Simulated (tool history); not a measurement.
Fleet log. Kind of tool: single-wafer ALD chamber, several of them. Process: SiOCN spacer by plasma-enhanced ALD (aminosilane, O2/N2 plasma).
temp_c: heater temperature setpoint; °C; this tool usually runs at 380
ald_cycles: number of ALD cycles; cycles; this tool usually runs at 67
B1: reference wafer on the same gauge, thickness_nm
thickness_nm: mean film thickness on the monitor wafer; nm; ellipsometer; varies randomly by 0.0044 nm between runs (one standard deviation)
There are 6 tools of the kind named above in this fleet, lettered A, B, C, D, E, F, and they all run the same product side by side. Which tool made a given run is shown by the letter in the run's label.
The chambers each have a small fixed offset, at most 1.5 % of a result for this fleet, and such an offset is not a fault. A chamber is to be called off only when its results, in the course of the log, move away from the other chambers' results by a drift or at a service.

{"run": "1D", "hour": 8.8, "temp_c": 380, "ald_cycles": 67, "B1": 3.86, "thickness_nm": 4.0268}
{"run": "2C", "hour": 19.2, "temp_c": 380, "ald_cycles": 67, "B1": 3.8593, "thickness_nm": 4.0759}
{"run": "3F", "hour": 28.3, "temp_c": 380, "ald_cycles": 67, "B1": 3.8592, "thickness_nm": 4.0391}
{"run": "4A", "hour": 33.5, "temp_c": 380, "ald_cycles": 67, "B1": 3.8589, "thickness_nm": 4.0433}
{"run": "5E", "hour": 40.4, "temp_c": 380, "ald_cycles": 67, "B1": 3.8581, "thickness_nm": 4.046}
{"run": "6B", "hour": 48.4, "temp_c": 380, "ald_cycles": 67, "B1": 3.8578, "thickness_nm": 3.9934}
{"hour": 56.1, "done": "chamber B: thermocouple changed; heater temperature recalibrated"}
{"run": "7B", "hour": 57.1, "temp_c": 380, "ald_cycles": 67, "B1": 3.857, "thickness_nm": 4.0009}
{"run": "8C", "hour": 67.0, "temp_c": 394, "ald_cycles": 62, "B1": 3.8561, "thickness_nm": 3.7702}
{"run": "9A", "hour": 78.0, "temp_c": 394, "ald_cycles": 62, "B1": 3.8565, "thickness_nm": 3.7332}
{"run": "10D", "hour": 87.6, "temp_c": 394, "ald_cycles": 62, "B1": 3.8558, "thickness_nm": 3.7257}
{"run": "11F", "hour": 94.9, "temp_c": 394, "ald_cycles": 62, "B1": 3.8547, "thickness_nm": 3.7333}
{"run": "12E", "hour": 103.8, "temp_c": 394, "ald_cycles": 62, "B1": 3.8552, "thickness_nm": 3.7467}
{"run": "13A", "hour": 111.3, "temp_c": 394, "ald_cycles": 62, "B1": 3.8561, "thickness_nm": 3.7381}
{"run": "14F", "hour": 121.3, "temp_c": 394, "ald_cycles": 67, "B1": 3.8535, "thickness_nm": 4.0303}
{"run": "15D", "hour": 127.9, "temp_c": 394, "ald_cycles": 67, "B1": 3.8547, "thickness_nm": 4.0244}
{"run": "16C", "hour": 139.1, "temp_c": 394, "ald_cycles": 67, "B1": 3.8536, "thickness_nm": 4.0655}
{"run": "17E", "hour": 147.8, "temp_c": 394, "ald_cycles": 67, "B1": 3.8524, "thickness_nm": 4.0445}
{"run": "18B", "hour": 158.4, "temp_c": 394, "ald_cycles": 67, "B1": 3.8525, "thickness_nm": 3.9891}
{"run": "19A", "hour": 166.6, "temp_c": 394, "ald_cycles": 67, "B1": 3.8524, "thickness_nm": 4.0313}
{"run": "20B", "hour": 175.6, "temp_c": 380, "ald_cycles": 67, "B1": 3.8518, "thickness_nm": 3.994}
{"run": "21F", "hour": 183.8, "temp_c": 380, "ald_cycles": 67, "B1": 3.8504, "thickness_nm": 4.0274}
{"run": "22C", "hour": 189.9, "temp_c": 370, "ald_cycles": 67, "B1": 3.8516, "thickness_nm": 4.0623}
{"run": "23E", "hour": 201.2, "temp_c": 370, "ald_cycles": 67, "B1": 3.8508, "thickness_nm": 4.0428}
{"run": "24D", "hour": 207.3, "temp_c": 370, "ald_cycles": 67, "B1": 3.8493, "thickness_nm": 4.026}
{"run": "25B", "hour": 216.8, "temp_c": 370, "ald_cycles": 67, "B1": 3.8482, "thickness_nm": 3.9769}
{"run": "26A", "hour": 223.2, "temp_c": 370, "ald_cycles": 67, "B1": 3.8497, "thickness_nm": 4.0363}
{"run": "27C", "hour": 228.7, "temp_c": 370, "ald_cycles": 67, "B1": 3.8501, "thickness_nm": 4.0596}
{"run": "28E", "hour": 236.3, "temp_c": 380, "ald_cycles": 67, "B1": 3.85, "thickness_nm": 4.0388}
{"run": "29F", "hour": 243.4, "temp_c": 380, "ald_cycles": 67, "B1": 3.8477, "thickness_nm": 4.0334}
{"run": "30D", "hour": 253.4, "temp_c": 380, "ald_cycles": 67, "B1": 3.8481, "thickness_nm": 4.0172}
{"run": "31D", "hour": 262.3, "temp_c": 380, "ald_cycles": 67, "B1": 3.8472, "thickness_nm": 4.0165}
{"run": "32E", "hour": 273.3, "temp_c": 380, "ald_cycles": 67, "B1": 3.8468, "thickness_nm": 4.0384}
{"run": "33C", "hour": 279.9, "temp_c": 380, "ald_cycles": 67, "B1": 3.8467, "thickness_nm": 4.0626}
{"run": "34A", "hour": 289.5, "temp_c": 380, "ald_cycles": 67, "B1": 3.8471, "thickness_nm": 4.022}
{"run": "35B", "hour": 294.9, "temp_c": 380, "ald_cycles": 67, "B1": 3.8458, "thickness_nm": 3.9877}
{"run": "36F", "hour": 303.0, "temp_c": 380, "ald_cycles": 67, "B1": 3.8453, "thickness_nm": 4.028}
{"run": "37B", "hour": 308.9, "temp_c": 380, "ald_cycles": 67, "B1": 3.8462, "thickness_nm": 3.9713}
{"run": "38F", "hour": 315.6, "temp_c": 380, "ald_cycles": 67, "B1": 3.8447, "thickness_nm": 4.0182}
{"run": "39C", "hour": 322.0, "temp_c": 380, "ald_cycles": 67, "B1": 3.8449, "thickness_nm": 4.0659}
{"run": "40D", "hour": 331.4, "temp_c": 393, "ald_cycles": 67, "B1": 3.8438, "thickness_nm": 4.0248}
{"run": "41E", "hour": 342.1, "temp_c": 393, "ald_cycles": 67, "B1": 3.8437, "thickness_nm": 4.0305}
{"run": "42A", "hour": 352.0, "temp_c": 393, "ald_cycles": 67, "B1": 3.8434, "thickness_nm": 4.0242}
{"run": "43B", "hour": 357.6, "temp_c": 393, "ald_cycles": 67, "B1": 3.8424, "thickness_nm": 3.9798}

Next, all 6 chambers run the settings below, one line each with question marks for the results. What does each chamber give?
{"run": "44A", "hour": 365.8, "temp_c": 367, "ald_cycles": 67, "thickness_nm": "?"}
{"run": "44B", "hour": 365.8, "temp_c": 367, "ald_cycles": 67, "thickness_nm": "?"}
{"run": "44C", "hour": 365.8, "temp_c": 367, "ald_cycles": 67, "thickness_nm": "?"}
{"run": "44D", "hour": 365.8, "temp_c": 367, "ald_cycles": 67, "thickness_nm": "?"}
{"run": "44E", "hour": 365.8, "temp_c": 367, "ald_cycles": 67, "thickness_nm": "?"}
{"run": "44F", "hour": 365.8, "temp_c": 367, "ald_cycles": 67, "thickness_nm": "?"}

run=44A thickness_nm=4.0246
run=44B thickness_nm=3.9766
run=44C thickness_nm=4.0550
run=44D thickness_nm=4.0069
run=44E thickness_nm=4.0362
run=44F thickness_nm=4.0196

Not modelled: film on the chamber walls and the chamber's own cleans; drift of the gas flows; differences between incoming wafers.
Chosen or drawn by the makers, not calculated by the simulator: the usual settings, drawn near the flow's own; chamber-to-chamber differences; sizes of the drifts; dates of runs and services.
